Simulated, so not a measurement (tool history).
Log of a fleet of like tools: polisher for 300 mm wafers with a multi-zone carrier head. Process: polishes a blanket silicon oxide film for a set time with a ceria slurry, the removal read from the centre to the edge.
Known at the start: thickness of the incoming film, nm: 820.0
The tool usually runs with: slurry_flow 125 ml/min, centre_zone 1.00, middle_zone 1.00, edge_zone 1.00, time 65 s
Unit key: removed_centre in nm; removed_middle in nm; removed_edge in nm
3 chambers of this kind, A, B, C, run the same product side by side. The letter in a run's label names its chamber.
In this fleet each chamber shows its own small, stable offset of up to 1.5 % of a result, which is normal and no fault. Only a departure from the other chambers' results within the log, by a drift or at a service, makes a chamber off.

run   hour  slurry_flow  centre_zone  middle_zone  edge_zone  time  wafers polished on this pad  hours since the slurry nozzle was cleaned  hours since the centre zone pressure was calibrated  hours since the edge zone pressure was calibrated  removed_centre  removed_middle  removed_edge
 1C    4.6          125         1.00         1.00       1.00    65                          596                                      140.1                                                136.6                                              573.1          347.70          349.01        345.02
 2B   13.2          125         1.00         1.00       1.00    65                          366                                      580.1                                                914.7                                              359.0          348.84          343.39        351.37
      17.7  -- chamber B: edge zone pressure recalibrated
 3A   22.6          125         1.00         1.00       1.00    65                         1475                                      732.6                                                 75.8                                              155.2          346.30          347.11        341.75
 4A   29.6          125         1.00         1.00       1.00    65                         1515                                      739.6                                                 82.8                                              162.2          352.92          343.95        349.01
      29.8  -- chamber A: slurry nozzle cleaned
      38.7  -- chamber A: worn pad replaced by a new one
 5C   39.1          125         1.00         1.00       1.00    65                          796                                      174.6                                                171.1                                              607.6          344.71          349.33        333.62
 6B   48.5          125         1.00         1.00       1.00    65                          570                                      615.4                                                950.0                                               30.9          349.74          343.80        351.91
 7A   58.1          125         1.00         1.00       1.00    65                          112                                       28.3                                                111.3                                              190.7          351.37          351.06        347.68
 8C   63.6          125         1.00         1.00       1.00    65                          937                                      199.1                                                195.6                                              632.1          345.90          346.46        341.96
 9B   70.4          125         1.00         0.89       1.00    65                          697                                      637.3                                                971.9                                               52.8          346.35          308.43        347.76
10A   80.1          125         1.00         0.89       1.00    65                          239                                       50.3                                                133.3                                              212.7          346.54          309.07        347.54
11B   88.8          125         1.00         0.89       1.00    65                          803                                      655.7                                                990.3                                               71.2          348.91          313.03        350.11
      90.9  -- chamber B: centre zone pressure recalibrated
12C   95.8          125         1.00         1.00       0.95    65                         1123                                      231.3                                                227.8                                              664.3          338.50          346.32        328.17
13B  104.0          125         1.00         1.00       0.95    65                          891                                      670.9                                                 13.1                                               86.4          349.41          347.01        332.75
     109.0  -- chamber B: worn pad replaced by a new one
14C  113.2          125         1.00         1.00       0.95    65                         1224                                      248.7                                                245.2                                              681.7          339.15          338.09        319.45
15A  123.3          125         1.00         1.00       1.00    65                          489                                       93.5                                                176.5                                              255.9          347.44          346.68        343.00
16A  129.2          125         1.00         1.00       1.00    65                          523                                       99.4                                                182.4                                              261.8          352.17          346.34        340.03
17C  134.4          125         1.00         1.00       1.00    65                         1346                                      269.9                                                266.4                                              702.9          342.11          343.58        325.60
18B  140.1          125         1.00         1.00       1.00    65                          179                                      707.0                                                 49.2                                              122.5          345.64          349.72        349.93
19A  145.4          125         1.00         1.00       1.00    65                          616                                      115.6                                                198.6                                              278.0          349.82          350.22        353.48
20B  151.9          125         1.00         1.00       1.00    65                          248                                      718.8                                                 61.0                                              134.3          346.67          349.70        344.23
21C  158.3          125         1.00         1.10       1.06    65                         1484                                      293.8                                                290.3                                              726.8          334.31          367.37        341.03
22C  168.3          125         1.00         1.10       1.06    65                         1542                                      303.8                                                300.3                                              736.8          329.47          372.86        336.02
23B  178.7          125         1.00         1.10       1.06    65                          402                                      745.6                                                 87.8                                              161.1          347.21          376.96        356.97
     180.6  -- chamber B: slurry nozzle cleaned
24A  187.7          125         1.00         1.00       1.00    65                          861                                      157.9                                                240.9                                              320.3          345.70          348.00        346.52
     190.2  -- chamber C: edge zone pressure recalibrated
25B  197.8          125         1.00         1.00       1.00    65                          513                                       17.3                                                106.9                                              180.2          342.80          339.46        343.71
26A  203.5          125         1.00         1.00       1.00    65                          952                                      173.7                                                256.7                                              336.1          348.28          349.35        335.08
27C  212.2          125         0.89         1.00       1.00    65                         1795                                      347.7                                                344.2                                               22.0          287.30          329.34        325.55
28A  217.1          125         0.89         1.00       1.00    65                         1030                                      187.3                                                270.3                                              349.7          310.15          348.44        344.27
29C  222.4          125         0.89         1.00       1.00    65                         1854                                      357.9                                                354.4                                               32.2          282.05          326.34        316.82
30B  232.3          125         1.00         1.00       1.00    65                          712                                       51.8                                                141.4                                              214.7          341.16          343.95        348.26
31B  241.1          125         1.00         1.00       1.00    65                          763                                       60.6                                                150.2                                              223.5          346.49          345.85        341.84
32A  246.0          125         1.00         1.00       1.00    65                         1197                                      216.2                                                299.2                                              378.6          343.65          351.02        343.67
33C  254.4          125         1.00         1.00       1.00    65                         2039                                      389.9                                                386.4                                               64.2          325.07          315.41        311.52
34C  262.7          125         1.00         1.00       1.00    65                         2087                                      398.2                                                394.7                                               72.5          317.89          320.08        313.35
35A  269.4          125         1.00         1.00       1.00    65                         1332                                      239.6                                                322.6                                              402.0          348.04          348.07        348.53
     272.3  -- chamber B: worn pad replaced by a new one
36B  279.5          125         1.00         1.00       1.00    65                           41                                       99.0                                                188.6                                              261.9          346.42          342.69        343.42
     286.3  -- chamber C: slurry nozzle cleaned
37A  288.0          125         1.00         1.00       1.00    65                         1440                                      258.2                                                341.2                                              420.6          347.44          351.94        349.27
     295.3  -- chamber A: worn pad replaced by a new one
38C  296.5          125         1.00         1.00       1.00    65                         2282                                       10.2                                                428.5                                              106.3          311.85          320.96        314.32
39B  302.2          125         1.00         1.00       1.00    65                          172                                      121.7                                                211.3                                              284.6          345.47          344.48        350.23
40A  307.5          125         1.00         1.05       1.00    65                           70                                      277.7                                                360.7                                              440.1          346.70          355.77        352.97
41C  316.1          125         1.00         1.05       1.00    65                         2396                                       29.8                                                448.1                                              125.9          314.77          331.32        307.18
42B  324.9          125         1.00         1.05       1.00    65                          303                                      144.4                                                234.0                                              307.3          348.82          363.06        343.68

Is one chamber off against the others, does the gauge drift, or is nothing wrong? If a chamber is off, say which, and what the likeliest cause is.

Chamber C drifts away from the others.
Likeliest cause: removal rate lost through wear of the pad, % = 11.5.

Below are 4 candidate recipes for chamber C's next run, each the usual settings with a change, their results shown as question marks. Which of them brings C's results back in line with what the other chambers give on the usual settings?
To be in line, a result may differ from the other chambers' mean on the usual settings by at most: removed_centre 11.00 nm; removed_middle 13.00 nm; removed_edge 14.00 nm
43C-1  332.4          130         0.99         0.98       1.04    84                                                                                                                                                                                               ?               ?             ?
43C-2  332.4          125         1.01         1.02       0.97    50                                                                                                                                                                                               ?               ?             ?
43C-3  332.4          125         1.00         0.99       1.02    74                                                                                                                                                                                               ?               ?             ?
43C-4  332.4          125         1.01         1.01       0.98    57                                                                                                                                                                                               ?               ?             ?

Average result of the remaining chambers running the usual settings: removed_centre 346.93 nm; removed_middle 347.24 nm; removed_edge 345.98 nm
  run  removed_centre  removed_middle  removed_edge
43C-1          395.37          393.90        399.52
43C-2          238.22          241.09        227.73
43C-3          348.66          347.15        346.14
43C-4          271.55          272.36        261.03
The right change is 43C-3: it brings the chamber back within the allowed miss of the others.
